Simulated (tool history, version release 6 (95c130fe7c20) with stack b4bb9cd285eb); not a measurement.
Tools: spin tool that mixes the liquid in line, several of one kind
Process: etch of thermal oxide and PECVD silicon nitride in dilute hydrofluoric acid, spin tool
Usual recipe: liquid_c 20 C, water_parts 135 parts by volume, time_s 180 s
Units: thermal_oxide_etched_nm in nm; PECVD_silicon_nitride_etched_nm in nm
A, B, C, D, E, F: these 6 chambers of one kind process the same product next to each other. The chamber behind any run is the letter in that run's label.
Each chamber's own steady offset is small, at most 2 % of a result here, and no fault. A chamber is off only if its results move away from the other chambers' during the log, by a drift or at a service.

run   hour  liquid_c  water_parts  time_s  read-back film thickness of the thermal oxide reference wafer, read on the same gauge (nm)  read-back film thickness of the PECVD silicon nitride reference wafer, read on the same gauge (nm)  thermal_oxide_etched_nm  PECVD_silicon_nitride_etched_nm
 1A    6.9        20          135     180                                                                                      90.001                                                                                              120.02                   4.9819                           2.3143
 2B   14.2        20          135     180                                                                                      89.990                                                                                              119.98                   5.0016                           2.3076
 3C   22.6        20          135     180                                                                                      90.009                                                                                              120.01                   5.0183                           2.3225
 4D   29.3        20          135     180                                                                                      89.988                                                                                              119.96                   4.9585                           2.3427
 5E   37.2        20          135     180                                                                                      89.991                                                                                              120.01                   5.1048                           2.4073
 6F   46.1        20          135     180                                                                                      89.985                                                                                              120.04                   5.0358                           2.3645
 7B   52.7        20          135     180                                                                                      89.995                                                                                              120.00                   4.9706                           2.3643
 8E   57.4        20          135     180                                                                                      90.003                                                                                              119.96                   5.0570                           2.4141
 9A   65.1        20          135     180                                                                                      89.996                                                                                              120.02                   5.0721                           2.3805
10D   72.5        20          135     180                                                                                      89.993                                                                                              120.01                   5.0185                           2.3901
11C   80.1        22          135     260                                                                                      89.993                                                                                              120.02                   7.9716                           3.9208
12F   86.7        22          135     260                                                                                      90.010                                                                                              120.04                   7.8457                           3.8706
      89.4  -- chamber B: thermometer replaced
13B   95.7        22          135     260                                                                                      89.997                                                                                              120.05                   7.8024                           3.8828
14F  100.7        22          135     260                                                                                      89.997                                                                                              120.04                   7.8960                           3.8675
15D  108.2        22          135     260                                                                                      90.002                                                                                              120.00                   7.9582                           3.9589
16C  116.6        22          135     260                                                                                      89.998                                                                                              119.99                   7.8414                           3.8752
     118.3  -- chamber C: thermometer replaced
17A  122.1        20          135     180                                                                                      90.004                                                                                              120.03                   5.1854                           2.4560
18E  126.2        20          135     180                                                                                      90.005                                                                                              120.01                   5.1161                           2.3926
19A  132.5        20          135     180                                                                                      89.997                                                                                              120.03                   5.2568                           2.4479
20E  139.2        20          135     180                                                                                      89.994                                                                                              119.94                   5.0057                           2.4173
21D  147.5        20          135     180                                                                                      90.016                                                                                              119.93                   5.0664                           2.3779
22C  152.9        20          135     180                                                                                      90.002                                                                                              120.06                   5.0466                           2.3176
23B  160.9        20          135     180                                                                                      90.004                                                                                              120.02                   5.0750                           2.4087
24F  166.1        20          135     180                                                                                      90.016                                                                                              120.02                   5.1070                           2.3267
25E  171.9        20          135     180                                                                                      89.994                                                                                              119.99                   5.0295                           2.4008
26D  180.8        20          135     180                                                                                      89.996                                                                                              119.97                   4.9914                           2.3642
27B  186.6        20          135     180                                                                                      90.016                                                                                              120.03                   5.0218                           2.3528
28A  191.9        20          135     180                                                                                      89.987                                                                                              120.04                   5.4083                           2.5224
29C  196.0        20          135     180                                                                                      89.998                                                                                              120.03                   4.9820                           2.2983
30F  204.4        20          135     180                                                                                      90.000                                                                                              119.94                   5.0226                           2.3222
31C  209.1        20          135     180                                                                                      90.004                                                                                              120.04                   5.0025                           2.3425
32D  217.1        20          135     180                                                                                      90.001                                                                                              120.03                   5.0315                           2.3612
33B  226.0        20          135     180                                                                                      89.994                                                                                              120.01                   5.0555                           2.3593
34E  232.2        20          135     180                                                                                      89.983                                                                                              120.00                   5.0512                           2.3988
35F  239.7        20          135     180                                                                                      89.996                                                                                              120.00                   4.9919                           2.3367
36A  245.9        20          135     180                                                                                      89.986                                                                                              120.01                   5.4936                           2.5429
37B  252.9        20          135     180                                                                                      89.994                                                                                              120.00                   5.0632                           2.3403
38A  260.7        20          135     180                                                                                      90.009                                                                                              119.99                   5.5054                           2.6395
39D  267.5        20          135     180                                                                                      89.984                                                                                              119.99                   5.0668                           2.3385
40E  271.8        20          135     180                                                                                      89.979                                                                                              119.98                   5.0804                           2.4389
41C  276.1        20          135     180                                                                                      90.017                                                                                              120.06                   4.9957                           2.3566
42F  284.3        20          135     180                                                                                      90.007                                                                                              119.98                   4.9809                           2.3304
43B  290.5        20          135     180                                                                                      90.011                                                                                              120.02                   5.0709                           2.3016

Which is it: a chamber that has drifted or been left off by a service, a gauge drift common to all chambers, or only each chamber's usual small offset? If a chamber is off, name it and its likeliest cause.

One chamber, A, drifts off from the rest bit by bit.
Likeliest cause: hydrofluoric acid flow above the setpoint (%) = 10.9.

Which of the 4 candidates below, each the usual settings with something changed and its results left as question marks, puts chamber A back in line with what the other chambers give on the usual settings?
Counts as in line when no further than this from what the other chambers average on the usual settings: thermal_oxide_etched_nm 0.1500 nm; PECVD_silicon_nitride_etched_nm 0.1100 nm
44A-1  297.2      19.5          120     195                                                                                                                                                                                                                        ?                                ?
44A-2  297.2      20.5          145     170                                                                                                                                                                                                                        ?                                ?
44A-3  297.2      20.5          150     165                                                                                                                                                                                                                        ?                                ?
44A-4  297.2      19.5          125     190                                                                                                                                                                                                                        ?                                ?

Average result of the remaining chambers running the usual settings: thermal_oxide_etched_nm 5.0406 nm; PECVD_silicon_nitride_etched_nm 2.3667 nm
  run  thermal_oxide_etched_nm  PECVD_silicon_nitride_etched_nm
44A-1                   6.8295                           3.0888
44A-2                   5.0202                           2.4006
44A-3                   4.6895                           2.2550
44A-4                   6.3610                           2.8938
Change 44A-2 lands the chamber within the allowed miss of the other chambers.

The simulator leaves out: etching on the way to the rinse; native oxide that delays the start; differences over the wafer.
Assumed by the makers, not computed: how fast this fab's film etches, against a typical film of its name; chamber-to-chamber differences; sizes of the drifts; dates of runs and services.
